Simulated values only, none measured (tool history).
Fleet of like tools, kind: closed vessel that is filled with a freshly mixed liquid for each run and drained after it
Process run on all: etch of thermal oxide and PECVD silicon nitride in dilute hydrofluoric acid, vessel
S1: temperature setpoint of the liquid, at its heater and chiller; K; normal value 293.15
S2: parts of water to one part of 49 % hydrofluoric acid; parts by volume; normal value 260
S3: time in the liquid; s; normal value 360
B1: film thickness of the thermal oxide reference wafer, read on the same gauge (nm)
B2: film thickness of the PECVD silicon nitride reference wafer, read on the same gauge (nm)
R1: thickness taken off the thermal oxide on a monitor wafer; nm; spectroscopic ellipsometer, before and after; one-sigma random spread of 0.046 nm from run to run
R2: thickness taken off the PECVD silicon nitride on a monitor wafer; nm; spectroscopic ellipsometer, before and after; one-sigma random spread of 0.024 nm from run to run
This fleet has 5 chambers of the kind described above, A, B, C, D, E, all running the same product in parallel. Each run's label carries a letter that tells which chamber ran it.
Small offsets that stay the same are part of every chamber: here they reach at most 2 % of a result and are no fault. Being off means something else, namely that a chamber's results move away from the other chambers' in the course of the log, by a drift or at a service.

{"run": "1E", "hour": 7.8, "S1": 293.15, "S2": 260, "S3": 360, "B1": 130, "B2": 150, "R1": 4.7835, "R2": 1.8665}
{"run": "2A", "hour": 14.2, "S1": 293.15, "S2": 260, "S3": 360, "B1": 129.97, "B2": 149.99, "R1": 4.9442, "R2": 1.8544}
{"run": "3C", "hour": 18.6, "S1": 293.15, "S2": 260, "S3": 360, "B1": 129.99, "B2": 150.01, "R1": 4.8183, "R2": 1.8696}
{"run": "4D", "hour": 22.8, "S1": 293.15, "S2": 260, "S3": 360, "B1": 129.98, "B2": 150.02, "R1": 5.0019, "R2": 1.8527}
{"run": "5B", "hour": 28.7, "S1": 297.65, "S2": 335, "S3": 360, "B1": 130, "B2": 150, "R1": 4.1771, "R2": 1.9124}
{"run": "6D", "hour": 32.8, "S1": 297.65, "S2": 335, "S3": 360, "B1": 130.03, "B2": 149.98, "R1": 4.2423, "R2": 1.9256}
{"run": "7E", "hour": 37.0, "S1": 297.65, "S2": 335, "S3": 360, "B1": 129.97, "B2": 150.03, "R1": 4.1613, "R2": 1.9364}
{"run": "8A", "hour": 40.8, "S1": 297.65, "S2": 335, "S3": 360, "B1": 130, "B2": 150.04, "R1": 4.1587, "R2": 1.9398}
{"run": "9B", "hour": 48.4, "S1": 297.65, "S2": 335, "S3": 360, "B1": 130.01, "B2": 150, "R1": 4.0775, "R2": 1.8687}
{"run": "10C", "hour": 52.2, "S1": 293.15, "S2": 260, "S3": 360, "B1": 130.01, "B2": 149.97, "R1": 4.8442, "R2": 1.8642}
{"run": "11A", "hour": 57.4, "S1": 293.15, "S2": 260, "S3": 360, "B1": 130.02, "B2": 150, "R1": 4.9295, "R2": 1.8515}
{"hour": 62.4, "done": "chamber D: hydrofluoric acid flow meter replaced"}
{"run": "12B", "hour": 65.5, "S1": 293.15, "S2": 160, "S3": 360, "B1": 129.98, "B2": 150.03, "R1": 8.8054, "R2": 2.9617}
{"run": "13E", "hour": 72.7, "S1": 293.15, "S2": 160, "S3": 360, "B1": 129.99, "B2": 150.01, "R1": 8.686, "R2": 2.9586}
{"run": "14C", "hour": 80.3, "S1": 293.15, "S2": 160, "S3": 360, "B1": 130.03, "B2": 150.04, "R1": 8.6416, "R2": 2.9534}
{"run": "15D", "hour": 84.3, "S1": 293.15, "S2": 160, "S3": 360, "B1": 130.01, "B2": 150, "R1": 8.8749, "R2": 2.9163}
{"run": "16C", "hour": 92.7, "S1": 293.15, "S2": 160, "S3": 360, "B1": 130.02, "B2": 149.99, "R1": 8.5466, "R2": 2.9676}
{"run": "17E", "hour": 97.2, "S1": 293.15, "S2": 260, "S3": 360, "B1": 130.02, "B2": 150, "R1": 4.8076, "R2": 1.8332}
{"run": "18B", "hour": 103.9, "S1": 293.15, "S2": 260, "S3": 360, "B1": 130.01, "B2": 149.98, "R1": 4.8538, "R2": 1.8742}
{"run": "19A", "hour": 109.7, "S1": 293.15, "S2": 260, "S3": 360, "B1": 129.99, "B2": 150.02, "R1": 4.8806, "R2": 1.8168}
{"run": "20D", "hour": 115.8, "S1": 293.15, "S2": 260, "S3": 360, "B1": 130.01, "B2": 149.99, "R1": 4.9592, "R2": 1.8883}
{"run": "21A", "hour": 123.9, "S1": 293.15, "S2": 260, "S3": 360, "B1": 129.97, "B2": 150, "R1": 4.9211, "R2": 1.8295}
{"run": "22D", "hour": 129.0, "S1": 293.15, "S2": 260, "S3": 360, "B1": 130.01, "B2": 149.98, "R1": 5.0243, "R2": 1.8589}
{"run": "23E", "hour": 135.1, "S1": 293.15, "S2": 260, "S3": 360, "B1": 130, "B2": 150, "R1": 4.9042, "R2": 1.8358}
{"run": "24B", "hour": 139.7, "S1": 293.15, "S2": 260, "S3": 360, "B1": 130.02, "B2": 150.03, "R1": 4.9395, "R2": 1.8419}
{"run": "25C", "hour": 147.0, "S1": 293.15, "S2": 260, "S3": 360, "B1": 129.98, "B2": 150.02, "R1": 4.6402, "R2": 1.7778}
{"run": "26E", "hour": 154.2, "S1": 293.15, "S2": 260, "S3": 360, "B1": 130, "B2": 150.03, "R1": 4.8861, "R2": 1.8592}
{"run": "27C", "hour": 161.9, "S1": 293.15, "S2": 260, "S3": 360, "B1": 129.99, "B2": 149.98, "R1": 4.4886, "R2": 1.7795}
{"run": "28B", "hour": 165.7, "S1": 293.15, "S2": 260, "S3": 360, "B1": 130, "B2": 149.94, "R1": 4.8067, "R2": 1.8141}
{"run": "29A", "hour": 171.2, "S1": 293.15, "S2": 345, "S3": 360, "B1": 129.98, "B2": 149.99, "R1": 3.4491, "R2": 1.3912}
{"run": "30D", "hour": 177.6, "S1": 293.15, "S2": 345, "S3": 360, "B1": 130.01, "B2": 149.99, "R1": 3.4476, "R2": 1.4378}
{"run": "31A", "hour": 185.1, "S1": 293.15, "S2": 345, "S3": 360, "B1": 130, "B2": 150.04, "R1": 3.4542, "R2": 1.4116}
{"run": "32B", "hour": 190.3, "S1": 293.15, "S2": 345, "S3": 360, "B1": 130, "B2": 150.05, "R1": 3.3539, "R2": 1.4206}
{"run": "33C", "hour": 195.2, "S1": 293.15, "S2": 345, "S3": 360, "B1": 129.99, "B2": 150.01, "R1": 3.1168, "R2": 1.3494}
{"run": "34D", "hour": 203.0, "S1": 293.15, "S2": 260, "S3": 360, "B1": 129.97, "B2": 150, "R1": 4.9246, "R2": 1.8189}
{"run": "35E", "hour": 210.2, "S1": 293.15, "S2": 260, "S3": 360, "B1": 130, "B2": 149.99, "R1": 4.8485, "R2": 1.876}
{"run": "36E", "hour": 214.2, "S1": 291.65, "S2": 375, "S3": 360, "B1": 130, "B2": 149.95, "R1": 2.8937, "R2": 1.1588}
{"run": "37D", "hour": 219.7, "S1": 291.65, "S2": 375, "S3": 360, "B1": 130.01, "B2": 150, "R1": 2.9938, "R2": 1.1791}

Predict what each chamber gives when all 5 of them run the settings below next.
{"run": "38A", "hour": 225.8, "S1": 293.15, "S2": 260, "S3": 360, "R1": "?", "R2": "?"}
{"run": "38B", "hour": 225.8, "S1": 293.15, "S2": 260, "S3": 360, "R1": "?", "R2": "?"}
{"run": "38C", "hour": 225.8, "S1": 293.15, "S2": 260, "S3": 360, "R1": "?", "R2": "?"}
{"run": "38D", "hour": 225.8, "S1": 293.15, "S2": 260, "S3": 360, "R1": "?", "R2": "?"}
{"run": "38E", "hour": 225.8, "S1": 293.15, "S2": 260, "S3": 360, "R1": "?", "R2": "?"}

run=38A R1=4.888 R2=1.8162
run=38B R1=4.8373 R2=1.8754
run=38C R1=4.4305 R2=1.6884
run=38D R1=4.9099 R2=1.8334
run=38E R1=4.8168 R2=1.815
